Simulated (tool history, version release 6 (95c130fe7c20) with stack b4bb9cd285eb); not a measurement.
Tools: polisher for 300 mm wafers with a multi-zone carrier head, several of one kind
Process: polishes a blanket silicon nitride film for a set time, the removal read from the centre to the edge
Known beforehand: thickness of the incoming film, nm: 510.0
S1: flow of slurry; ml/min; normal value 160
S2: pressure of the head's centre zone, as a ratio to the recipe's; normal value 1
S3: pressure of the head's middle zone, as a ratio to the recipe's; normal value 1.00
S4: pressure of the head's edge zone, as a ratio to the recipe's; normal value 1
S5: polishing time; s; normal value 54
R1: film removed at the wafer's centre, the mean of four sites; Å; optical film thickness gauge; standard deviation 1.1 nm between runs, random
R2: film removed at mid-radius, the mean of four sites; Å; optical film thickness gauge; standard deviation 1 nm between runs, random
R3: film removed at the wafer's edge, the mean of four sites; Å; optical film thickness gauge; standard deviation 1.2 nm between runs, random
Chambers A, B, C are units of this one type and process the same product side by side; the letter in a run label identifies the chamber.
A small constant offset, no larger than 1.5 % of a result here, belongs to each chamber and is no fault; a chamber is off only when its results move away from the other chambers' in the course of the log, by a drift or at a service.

run	hour	S1	S2	S3	S4	S5	R1	R2	R3
1B	6.4	160	1	1.00	1	54	851.58	867.64	882.32
# hour 13.2: chamber A: worn pad replaced by a new one
2A	15.6	160	1	1.00	1	54	889.37	856.62	871.45
3C	23.6	160	1	1.00	1	54	862.72	856.77	862.96
4A	36.3	160	1	1.00	1	54	864.98	876.04	857.42
5B	43.7	160	1	1.00	1	54	830.87	853.50	862.40
# hour 44.6: chamber C: centre zone pressure recalibrated
6C	52.0	160	1	1.00	1	54	864.09	867.10	888.84
# hour 54.4: chamber B: worn pad replaced by a new one
# hour 56.8: chamber C: edge zone pressure recalibrated
7A	63.2	160	1	1.00	1	54	882.15	839.41	870.73
# hour 66.5: chamber C: worn pad replaced by a new one
8B	77.1	160	1	1.00	1	54	850.41	871.43	862.85
9C	84.0	160	1	1.00	1	54	888.89	854.68	873.66
10C	96.7	160	1	1.00	1	54	863.38	868.85	859.83
11B	105.0	160	1	1.00	1	54	827.53	876.65	845.45
12A	113.6	160	1	1.00	1	54	851.82	853.57	845.65
13A	122.6	160	1	1.00	1	54	879.54	860.07	860.67
# hour 124.9: chamber B: worn pad replaced by a new one
14B	129.5	160	1	1.00	1	54	856.02	859.14	853.50
# hour 130.6: chamber A: worn pad replaced by a new one
15C	137.5	160	1	1.00	1	54	859.59	868.15	874.63
16C	151.4	160	1	1.00	1	54	841.32	863.95	870.28
17B	158.7	160	1	1.00	1	54	854.02	870.84	845.19
18A	167.7	160	1	1.00	1	54	837.38	828.00	841.24
# hour 169.5: chamber B: slurry nozzle cleaned
19C	179.9	160	1	1.00	1	54	874.26	879.96	864.87
# hour 180.2: chamber C: slurry nozzle cleaned
# hour 186.7: chamber C: worn pad replaced by a new one
# hour 188.0: chamber B: centre zone pressure recalibrated
20A	193.0	160	1	1.00	1	54	839.18	829.30	834.75
21B	202.1	160	1	1.00	1	54	861.25	847.45	867.37
# hour 206.9: chamber B: worn pad replaced by a new one
22A	212.9	160	1	1.00	1	54	825.98	846.33	839.46
23C	224.5	160	1	0.96	1	54	847.46	846.08	884.01
24B	235.5	160	1	0.96	1	54	848.05	831.24	851.65
25B	243.0	160	1	0.96	1	54	851.88	819.89	857.28
26C	252.3	160	1	1.00	1	54	874.76	877.66	870.30
27A	265.3	160	1	0.90	1	54	798.54	753.14	825.36
# hour 269.7: chamber A: worn pad replaced by a new one
28A	275.9	160	1	0.90	1	54	815.51	748.04	819.94
# hour 281.9: chamber B: worn pad replaced by a new one
29C	283.1	160	1	0.90	1	54	840.90	810.52	852.62
30B	292.7	160	1	1.00	1	54	872.96	867.25	864.91
# hour 296.1: chamber C: worn pad replaced by a new one
31B	299.5	160	1	1.00	1	54	862.70	869.13	849.12
32C	309.9	160	1	1.00	1	54	870.64	879.65	897.11
33A	315.9	210	1	1.00	1	61	989.69	949.04	951.83
34A	324.4	210	1	1.00	1	61	981.64	940.00	968.78
35C	331.2	210	1	1.00	1	61	1009.70	1012.50	1001.70
# hour 336.6: chamber A: edge zone pressure recalibrated
36B	337.4	160	1	1.00	1	54	851.91	864.68	860.66
37C	348.0	160	1	1.00	1	54	837.92	882.49	872.51
# hour 351.6: chamber B: worn pad replaced by a new one
38A	354.7	160	1	1.00	1	54	771.33	805.34	832.57
39B	361.8	160	1	1.00	1	54	856.94	856.98	856.00
# hour 369.9: chamber B: edge zone pressure recalibrated
40C	373.1	160	1	1.00	1	54	862.62	886.15	865.04
41B	383.8	160	1	1.00	1	54	841.61	865.17	871.90

Next, all 3 chambers run the settings below, one line each with question marks for the results. What does each chamber give?
42A	393.8	160	1	1.00	1	54	?	?	?
42B	393.8	160	1	1.00	1	54	?	?	?
42C	393.8	160	1	1.00	1	54	?	?	?

run	R1	R2	R3
42A	771.42	773.21	802.52
42B	850.65	841.96	838.78
42C	883.26	873.60	873.39
